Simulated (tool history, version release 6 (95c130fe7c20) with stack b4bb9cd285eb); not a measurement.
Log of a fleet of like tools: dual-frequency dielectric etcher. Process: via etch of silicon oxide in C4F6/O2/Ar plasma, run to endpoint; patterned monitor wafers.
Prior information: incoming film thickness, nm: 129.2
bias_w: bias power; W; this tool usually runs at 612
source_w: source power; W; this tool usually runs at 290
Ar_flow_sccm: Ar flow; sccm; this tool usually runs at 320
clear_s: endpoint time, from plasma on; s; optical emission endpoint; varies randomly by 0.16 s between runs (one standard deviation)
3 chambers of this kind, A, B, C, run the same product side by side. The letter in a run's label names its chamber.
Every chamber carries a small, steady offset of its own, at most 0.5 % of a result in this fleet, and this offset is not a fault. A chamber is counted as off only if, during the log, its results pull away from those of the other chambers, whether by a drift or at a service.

run,hour,bias_w,source_w,Ar_flow_sccm,hours since the last wet clean,hours since the last bias power generator calibration,hours since the last source power generator calibration,hours since the last Ar flow controller change,clear_s
1C,11.1,612,290,320,54.6,1042.6,145.7,1901.8,29.638
2A,23.5,612,290,320,591.7,1282.1,401,74.4,29.376
3B,32.5,612,290,320,333,590.5,3354.8,1060.5,29.769
4B,41.8,612,290,320,342.3,599.8,3364.1,1069.8,29.609
# hour 46.6: chamber A: wet clean of the chamber
5C,56.5,612,290,320,100,1088,191.1,1947.2,29.45
6A,67.8,612,290,320,21.3,1326.4,445.3,118.7,29.483
7A,82.3,612,290,320,35.8,1340.9,459.8,133.2,29.565
8C,96.2,612,350,320,139.7,1127.7,230.8,1986.9,28.071
9B,103.5,612,350,320,404,661.5,3425.8,1131.5,28.05
10C,113.2,612,350,320,156.7,1144.7,247.8,2003.9,27.847
11B,124,612,290,320,424.5,682,3446.3,1152,29.977
12A,137.8,612,290,320,91.3,1396.4,515.3,188.7,29.5
13A,144.8,612,290,320,98.3,1403.4,522.3,195.7,30.014
14B,156.9,612,290,320,457.4,714.9,3479.2,1184.9,30.105
15C,165,612,290,320,208.5,1196.5,299.6,2055.7,29.699
16C,179.9,612,290,320,223.4,1211.4,314.5,2070.6,29.678
17B,189.1,612,290,320,489.6,747.1,3511.4,1217.1,30.174
18A,201.1,612,290,320,154.6,1459.7,578.6,252,29.969
19C,213.3,612,290,320,256.8,1244.8,347.9,2104,29.779
20B,221,612,290,320,521.5,779,3543.3,1249,30.274
21A,231.4,612,290,320,184.9,1490,608.9,282.3,29.65
22B,241.2,612,290,320,541.7,799.2,3563.5,1269.2,30.558
23A,250,738,290,320,203.5,1508.6,627.5,300.9,27.503
24C,257.4,738,290,320,300.9,1288.9,392,2148.1,27.409
25A,268,738,290,320,221.5,1526.6,645.5,318.9,27.73
26C,282.9,612,290,320,326.4,1314.4,417.5,2173.6,29.592
27B,296.9,612,290,320,597.4,854.9,3619.2,1324.9,30.416
28B,310.9,612,290,320,611.4,868.9,3633.2,1338.9,30.498
29C,325.9,612,290,320,369.4,1357.4,460.5,2216.6,29.754
30A,334.5,612,290,320,288,1593.1,712,385.4,29.732
31B,342.1,612,290,320,642.6,900.1,3664.4,1370.1,30.928
32A,351.2,612,290,320,304.7,1609.8,728.7,402.1,29.792
33C,365.7,612,290,320,409.2,1397.2,500.3,2256.4,29.831

Next, all 3 chambers run the settings below, one line each with question marks for the results. What does each chamber give?
34A,377,612,330,320,,,,,?
34B,377,612,330,320,,,,,?
34C,377,612,330,320,,,,,?

run,clear_s
34A,27.948
34B,29.577
34C,28.4
